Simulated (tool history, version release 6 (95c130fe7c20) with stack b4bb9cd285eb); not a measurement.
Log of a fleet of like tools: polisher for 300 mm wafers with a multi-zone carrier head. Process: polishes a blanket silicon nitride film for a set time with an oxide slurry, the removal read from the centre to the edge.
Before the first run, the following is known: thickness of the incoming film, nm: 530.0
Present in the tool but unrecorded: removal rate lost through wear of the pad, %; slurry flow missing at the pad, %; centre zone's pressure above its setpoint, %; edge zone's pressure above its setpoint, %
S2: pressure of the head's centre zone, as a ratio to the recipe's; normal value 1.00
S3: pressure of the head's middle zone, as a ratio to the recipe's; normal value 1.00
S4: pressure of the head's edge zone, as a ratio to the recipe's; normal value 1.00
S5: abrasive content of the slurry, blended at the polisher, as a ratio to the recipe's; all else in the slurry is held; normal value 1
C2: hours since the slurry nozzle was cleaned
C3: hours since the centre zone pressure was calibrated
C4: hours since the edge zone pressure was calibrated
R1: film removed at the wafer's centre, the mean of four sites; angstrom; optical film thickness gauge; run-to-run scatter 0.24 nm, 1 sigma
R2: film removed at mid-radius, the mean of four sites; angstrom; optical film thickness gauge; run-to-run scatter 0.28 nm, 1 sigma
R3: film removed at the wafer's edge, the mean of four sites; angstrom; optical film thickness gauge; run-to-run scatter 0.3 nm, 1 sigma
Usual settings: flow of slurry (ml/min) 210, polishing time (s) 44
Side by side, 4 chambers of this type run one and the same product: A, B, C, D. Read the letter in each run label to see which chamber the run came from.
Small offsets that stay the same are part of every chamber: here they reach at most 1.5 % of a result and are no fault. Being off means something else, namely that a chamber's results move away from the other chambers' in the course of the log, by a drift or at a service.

{"hour": 1.8, "done": "chamber D: slurry nozzle cleaned"}
{"run": "1B", "hour": 13.8, "flow of slurry (ml/min)": 210, "S2": 1.0, "S3": 1.0, "S4": 1.0, "S5": 1, "polishing time (s)": 44, "wafers polished on this pad": 397, "C2": 104.9, "C3": 34.3, "C4": 109.3, "R1": 210.53, "R2": 215.43, "R3": 206.45}
{"hour": 24.2, "done": "chamber A: slurry nozzle cleaned"}
{"run": "2D", "hour": 28.8, "flow of slurry (ml/min)": 210, "S2": 1.0, "S3": 1.0, "S4": 1.0, "S5": 1, "polishing time (s)": 44, "wafers polished on this pad": 888, "C2": 27.0, "C3": 354.4, "C4": 280.5, "R1": 213.02, "R2": 211.1, "R3": 205.1}
{"hour": 36.4, "done": "chamber C: worn pad replaced by a new one"}
{"run": "3C", "hour": 37.0, "flow of slurry (ml/min)": 210, "S2": 1.0, "S3": 1.0, "S4": 1.0, "S5": 1, "polishing time (s)": 44, "wafers polished on this pad": 5, "C2": 193.6, "C3": 213.0, "C4": 336.7, "R1": 212.85, "R2": 207.09, "R3": 213.59}
{"run": "4A", "hour": 44.5, "flow of slurry (ml/min)": 210, "S2": 1.0, "S3": 1.0, "S4": 1.0, "S5": 1, "polishing time (s)": 44, "wafers polished on this pad": 848, "C2": 20.3, "C3": 686.4, "C4": 152.3, "R1": 211.55, "R2": 207.53, "R3": 209.91}
{"run": "5A", "hour": 51.6, "flow of slurry (ml/min)": 210, "S2": 1.0, "S3": 1.0, "S4": 1.0, "S5": 1, "polishing time (s)": 44, "wafers polished on this pad": 914, "C2": 27.4, "C3": 693.5, "C4": 159.4, "R1": 213.03, "R2": 214.28, "R3": 210.52}
{"run": "6C", "hour": 64.8, "flow of slurry (ml/min)": 210, "S2": 1.0, "S3": 1.0, "S4": 1.0, "S5": 1, "polishing time (s)": 44, "wafers polished on this pad": 263, "C2": 221.4, "C3": 240.8, "C4": 364.5, "R1": 208.0, "R2": 210.1, "R3": 209.47}
{"hour": 67.8, "done": "chamber A: worn pad replaced by a new one"}
{"run": "7B", "hour": 76.1, "flow of slurry (ml/min)": 210, "S2": 1.0, "S3": 1.0, "S4": 1.0, "S5": 1, "polishing time (s)": 44, "wafers polished on this pad": 976, "C2": 167.2, "C3": 96.6, "C4": 171.6, "R1": 210.53, "R2": 213.43, "R3": 210.78}
{"run": "8D", "hour": 91.5, "flow of slurry (ml/min)": 210, "S2": 1.12, "S3": 1.0, "S4": 1.0, "S5": 1, "polishing time (s)": 44, "wafers polished on this pad": 1470, "C2": 89.7, "C3": 417.1, "C4": 343.2, "R1": 242.52, "R2": 214.07, "R3": 209.14}
{"run": "9D", "hour": 104.9, "flow of slurry (ml/min)": 210, "S2": 1.12, "S3": 1.0, "S4": 1.0, "S5": 1, "polishing time (s)": 44, "wafers polished on this pad": 1595, "C2": 103.1, "C3": 430.5, "C4": 356.6, "R1": 237.64, "R2": 211.59, "R3": 207.51}
{"run": "10C", "hour": 119.4, "flow of slurry (ml/min)": 210, "S2": 1.12, "S3": 1.0, "S4": 1.0, "S5": 1, "polishing time (s)": 44, "wafers polished on this pad": 771, "C2": 276.0, "C3": 295.4, "C4": 419.1, "R1": 237.93, "R2": 214.71, "R3": 211.45}
{"hour": 129.8, "done": "chamber B: worn pad replaced by a new one"}
{"hour": 129.8, "done": "chamber C: edge zone pressure recalibrated"}
{"run": "11A", "hour": 134.4, "flow of slurry (ml/min)": 210, "S2": 1.12, "S3": 1.0, "S4": 1.0, "S5": 1, "polishing time (s)": 44, "wafers polished on this pad": 618, "C2": 110.2, "C3": 776.3, "C4": 242.2, "R1": 238.56, "R2": 211.46, "R3": 209.31}
{"run": "12B", "hour": 147.0, "flow of slurry (ml/min)": 210, "S2": 1.0, "S3": 1.0, "S4": 1.0, "S5": 1, "polishing time (s)": 44, "wafers polished on this pad": 160, "C2": 238.1, "C3": 167.5, "C4": 242.5, "R1": 212.59, "R2": 211.71, "R3": 212.5}
{"run": "13D", "hour": 159.0, "flow of slurry (ml/min)": 210, "S2": 1.0, "S3": 1.0, "S4": 1.0, "S5": 1, "polishing time (s)": 44, "wafers polished on this pad": 2097, "C2": 157.2, "C3": 484.6, "C4": 410.7, "R1": 208.74, "R2": 210.43, "R3": 209.87}
{"hour": 165.4, "done": "chamber A: worn pad replaced by a new one"}
{"run": "14B", "hour": 171.5, "flow of slurry (ml/min)": 210, "S2": 1.0, "S3": 1.0, "S4": 1.0, "S5": 1, "polishing time (s)": 44, "wafers polished on this pad": 387, "C2": 262.6, "C3": 192.0, "C4": 267.0, "R1": 212.39, "R2": 210.16, "R3": 206.32}
{"run": "15C", "hour": 181.8, "flow of slurry (ml/min)": 210, "S2": 1.0, "S3": 1.0, "S4": 1.0, "S5": 1, "polishing time (s)": 44, "wafers polished on this pad": 1350, "C2": 338.4, "C3": 357.8, "C4": 52.1, "R1": 212.91, "R2": 210.83, "R3": 205.14}
{"hour": 184.7, "done": "chamber C: worn pad replaced by a new one"}
{"run": "16A", "hour": 197.3, "flow of slurry (ml/min)": 210, "S2": 1.0, "S3": 1.0, "S4": 1.0, "S5": 1, "polishing time (s)": 44, "wafers polished on this pad": 297, "C2": 173.1, "C3": 839.2, "C4": 305.1, "R1": 209.85, "R2": 211.15, "R3": 211.0}
{"run": "17C", "hour": 204.6, "flow of slurry (ml/min)": 210, "S2": 1.0, "S3": 1.08, "S4": 0.93, "S5": 1, "polishing time (s)": 44, "wafers polished on this pad": 185, "C2": 361.2, "C3": 380.6, "C4": 74.9, "R1": 209.73, "R2": 227.72, "R3": 204.77}
{"run": "18B", "hour": 211.8, "flow of slurry (ml/min)": 210, "S2": 1.0, "S3": 1.08, "S4": 0.93, "S5": 1, "polishing time (s)": 44, "wafers polished on this pad": 761, "C2": 302.9, "C3": 232.3, "C4": 307.3, "R1": 212.36, "R2": 232.8, "R3": 202.04}
{"run": "19D", "hour": 226.9, "flow of slurry (ml/min)": 210, "S2": 1.0, "S3": 1.08, "S4": 0.93, "S5": 1, "polishing time (s)": 44, "wafers polished on this pad": 2728, "C2": 225.1, "C3": 552.5, "C4": 478.6, "R1": 206.59, "R2": 226.66, "R3": 196.41}
{"run": "20A", "hour": 242.8, "flow of slurry (ml/min)": 210, "S2": 1.0, "S3": 1.08, "S4": 0.93, "S5": 1, "polishing time (s)": 44, "wafers polished on this pad": 719, "C2": 218.6, "C3": 884.7, "C4": 350.6, "R1": 210.18, "R2": 228.37, "R3": 205.7}
{"run": "21B", "hour": 251.6, "flow of slurry (ml/min)": 210, "S2": 1.0, "S3": 1.0, "S4": 1.0, "S5": 1, "polishing time (s)": 44, "wafers polished on this pad": 1131, "C2": 342.7, "C3": 272.1, "C4": 347.1, "R1": 207.8, "R2": 219.96, "R3": 210.93}
{"hour": 260.9, "done": "chamber A: worn pad replaced by a new one"}
{"run": "22D", "hour": 264.3, "flow of slurry (ml/min)": 210, "S2": 1.0, "S3": 1.0, "S4": 1.0, "S5": 1, "polishing time (s)": 44, "wafers polished on this pad": 3075, "C2": 262.5, "C3": 589.9, "C4": 516.0, "R1": 207.47, "R2": 201.68, "R3": 203.79}
{"run": "23A", "hour": 275.0, "flow of slurry (ml/min)": 210, "S2": 1.0, "S3": 1.0, "S4": 1.0, "S5": 1, "polishing time (s)": 44, "wafers polished on this pad": 131, "C2": 250.8, "C3": 916.9, "C4": 382.8, "R1": 206.64, "R2": 208.73, "R3": 213.06}
{"run": "24C", "hour": 288.8, "flow of slurry (ml/min)": 210, "S2": 1.0, "S3": 1.0, "S4": 1.0, "S5": 1, "polishing time (s)": 44, "wafers polished on this pad": 967, "C2": 445.4, "C3": 464.8, "C4": 159.1, "R1": 211.34, "R2": 213.66, "R3": 213.77}
{"run": "25C", "hour": 297.0, "flow of slurry (ml/min)": 210, "S2": 1.0, "S3": 1.0, "S4": 1.0, "S5": 1, "polishing time (s)": 44, "wafers polished on this pad": 1043, "C2": 453.6, "C3": 473.0, "C4": 167.3, "R1": 212.2, "R2": 216.3, "R3": 212.13}
{"hour": 302.5, "done": "chamber B: worn pad replaced by a new one"}
{"run": "26A", "hour": 305.5, "flow of slurry (ml/min)": 210, "S2": 1.0, "S3": 1.0, "S4": 1.0, "S5": 1, "polishing time (s)": 44, "wafers polished on this pad": 415, "C2": 281.3, "C3": 947.4, "C4": 413.3, "R1": 208.02, "R2": 209.53, "R3": 209.12}
{"run": "27B", "hour": 316.4, "flow of slurry (ml/min)": 210, "S2": 1.0, "S3": 1.0, "S4": 1.0, "S5": 1, "polishing time (s)": 44, "wafers polished on this pad": 129, "C2": 407.5, "C3": 336.9, "C4": 411.9, "R1": 208.19, "R2": 207.61, "R3": 208.7}
{"hour": 319.2, "done": "chamber A: slurry nozzle cleaned"}
{"run": "28D", "hour": 327.4, "flow of slurry (ml/min)": 210, "S2": 1.0, "S3": 1.0, "S4": 1.0, "S5": 1, "polishing time (s)": 44, "wafers polished on this pad": 3661, "C2": 325.6, "C3": 653.0, "C4": 579.1, "R1": 201.18, "R2": 198.7, "R3": 201.1}
{"run": "29D", "hour": 343.9, "flow of slurry (ml/min)": 210, "S2": 1.0, "S3": 1.0, "S4": 1.0, "S5": 1, "polishing time (s)": 44, "wafers polished on this pad": 3815, "C2": 342.1, "C3": 669.5, "C4": 595.6, "R1": 199.3, "R2": 197.72, "R3": 202.49}
{"hour": 350.3, "done": "chamber C: worn pad replaced by a new one"}
{"hour": 353.4, "done": "chamber A: worn pad replaced by a new one"}
{"run": "30C", "hour": 357.9, "flow of slurry (ml/min)": 210, "S2": 1.0, "S3": 1.0, "S4": 1.0, "S5": 1, "polishing time (s)": 44, "wafers polished on this pad": 71, "C2": 514.5, "C3": 533.9, "C4": 228.2, "R1": 213.38, "R2": 208.26, "R3": 216.93}
{"run": "31B", "hour": 367.2, "flow of slurry (ml/min)": 210, "S2": 1.0, "S3": 1.0, "S4": 1.05, "S5": 1, "polishing time (s)": 44, "wafers polished on this pad": 601, "C2": 458.3, "C3": 387.7, "C4": 462.7, "R1": 206.93, "R2": 206.79, "R3": 216.96}
{"run": "32A", "hour": 381.1, "flow of slurry (ml/min)": 210, "S2": 1.0, "S3": 1.0, "S4": 1.05, "S5": 1, "polishing time (s)": 44, "wafers polished on this pad": 257, "C2": 61.9, "C3": 1023.0, "C4": 488.9, "R1": 209.97, "R2": 211.72, "R3": 218.74}
{"run": "33C", "hour": 396.2, "flow of slurry (ml/min)": 210, "S2": 1.0, "S3": 1.0, "S4": 1.05, "S5": 1, "polishing time (s)": 44, "wafers polished on this pad": 427, "C2": 552.8, "C3": 572.2, "C4": 266.5, "R1": 208.09, "R2": 211.91, "R3": 222.06}
{"run": "34A", "hour": 408.9, "flow of slurry (ml/min)": 210, "S2": 1.0, "S3": 1.0, "S4": 1.05, "S5": 1, "polishing time (s)": 44, "wafers polished on this pad": 515, "C2": 89.7, "C3": 1050.8, "C4": 516.7, "R1": 205.88, "R2": 216.66, "R3": 220.06}
{"run": "35D", "hour": 421.2, "flow of slurry (ml/min)": 210, "S2": 1.0, "S3": 1.0, "S4": 1.0, "S5": 1, "polishing time (s)": 44, "wafers polished on this pad": 4532, "C2": 419.4, "C3": 746.8, "C4": 672.9, "R1": 189.7, "R2": 194.62, "R3": 195.42}
{"run": "36B", "hour": 432.8, "flow of slurry (ml/min)": 210, "S2": 1.0, "S3": 1.0, "S4": 1.0, "S5": 1, "polishing time (s)": 44, "wafers polished on this pad": 1210, "C2": 523.9, "C3": 453.3, "C4": 528.3, "R1": 208.71, "R2": 212.85, "R3": 213.32}
{"run": "37C", "hour": 448.8, "flow of slurry (ml/min)": 210, "S2": 1.0, "S3": 1.0, "S4": 1.0, "S5": 1, "polishing time (s)": 44, "wafers polished on this pad": 915, "C2": 605.4, "C3": 624.8, "C4": 319.1, "R1": 207.1, "R2": 211.34, "R3": 213.74}
{"run": "38A", "hour": 456.9, "flow of slurry (ml/min)": 240, "S2": 1.0, "S3": 1.0, "S4": 1.0, "S5": 1, "polishing time (s)": 44, "wafers polished on this pad": 961, "C2": 137.7, "C3": 1098.8, "C4": 564.7, "R1": 216.28, "R2": 218.74, "R3": 219.21}
{"run": "39D", "hour": 471.8, "flow of slurry (ml/min)": 240, "S2": 1.0, "S3": 1.0, "S4": 1.0, "S5": 1, "polishing time (s)": 44, "wafers polished on this pad": 5002, "C2": 470.0, "C3": 797.4, "C4": 723.5, "R1": 191.72, "R2": 195.24, "R3": 196.47}
{"hour": 480.3, "done": "chamber B: worn pad replaced by a new one"}
{"run": "40B", "hour": 483.3, "flow of slurry (ml/min)": 240, "S2": 1.0, "S3": 1.0, "S4": 1.0, "S5": 1, "polishing time (s)": 44, "wafers polished on this pad": 28, "C2": 574.4, "C3": 503.8, "C4": 578.8, "R1": 211.65, "R2": 217.52, "R3": 213.95}
{"hour": 487.1, "done": "chamber D: slurry nozzle cleaned"}
{"run": "41D", "hour": 497.4, "flow of slurry (ml/min)": 240, "S2": 1.0, "S3": 1.0, "S4": 1.0, "S5": 1, "polishing time (s)": 44, "wafers polished on this pad": 5240, "C2": 10.4, "C3": 823.0, "C4": 749.1, "R1": 188.11, "R2": 188.5, "R3": 191.55}

One chamber off, gauge drift, or nothing amiss beyond the chambers' own small offsets? If it is a chamber, which one, and what is the likeliest cause?

Little by little, chamber D moves away from the other chambers.
What lies behind it: removal rate lost through wear of the pad, % = 10.8.

Chamber D could run next with any of the 4 candidate recipes listed below; each alters the usual settings, and their results appear as question marks. Which one brings its results back in line with what the other chambers deliver on the usual settings?
In line means no further than this from the other chambers' mean on the usual settings: R1 8.50 angstrom; R2 9.70 angstrom; R3 10.00 angstrom
{"run": "42D-1", "hour": 509.3, "flow of slurry (ml/min)": 210, "S2": 1.01, "S3": 1.0, "S4": 0.99, "S5": 0.95, "polishing time (s)": 40, "R1": "?", "R2": "?", "R3": "?"}
{"run": "42D-2", "hour": 509.3, "flow of slurry (ml/min)": 210, "S2": 1.0, "S3": 1.0, "S4": 1.0, "S5": 1.0, "polishing time (s)": 43, "R1": "?", "R2": "?", "R3": "?"}
{"run": "42D-3", "hour": 509.3, "flow of slurry (ml/min)": 210, "S2": 0.99, "S3": 1.0, "S4": 1.01, "S5": 1.05, "polishing time (s)": 48, "R1": "?", "R2": "?", "R3": "?"}
{"run": "42D-4", "hour": 509.3, "flow of slurry (ml/min)": 210, "S2": 1.0, "S3": 1.0, "S4": 1.0, "S5": 1.0, "polishing time (s)": 45, "R1": "?", "R2": "?", "R3": "?"}

What the other chambers average on the usual settings: R1 210.23 angstrom; R2 211.84 angstrom; R3 212.31 angstrom
run=42D-1 R1=168.45 R2=167.54 R3=165.60
run=42D-2 R1=183.38 R2=184.41 R3=183.23
run=42D-3 R1=206.91 R2=210.41 R3=210.13
run=42D-4 R1=191.91 R2=192.99 R3=191.75
42D-3 is the one that brings the chamber's results back in line with the other chambers.
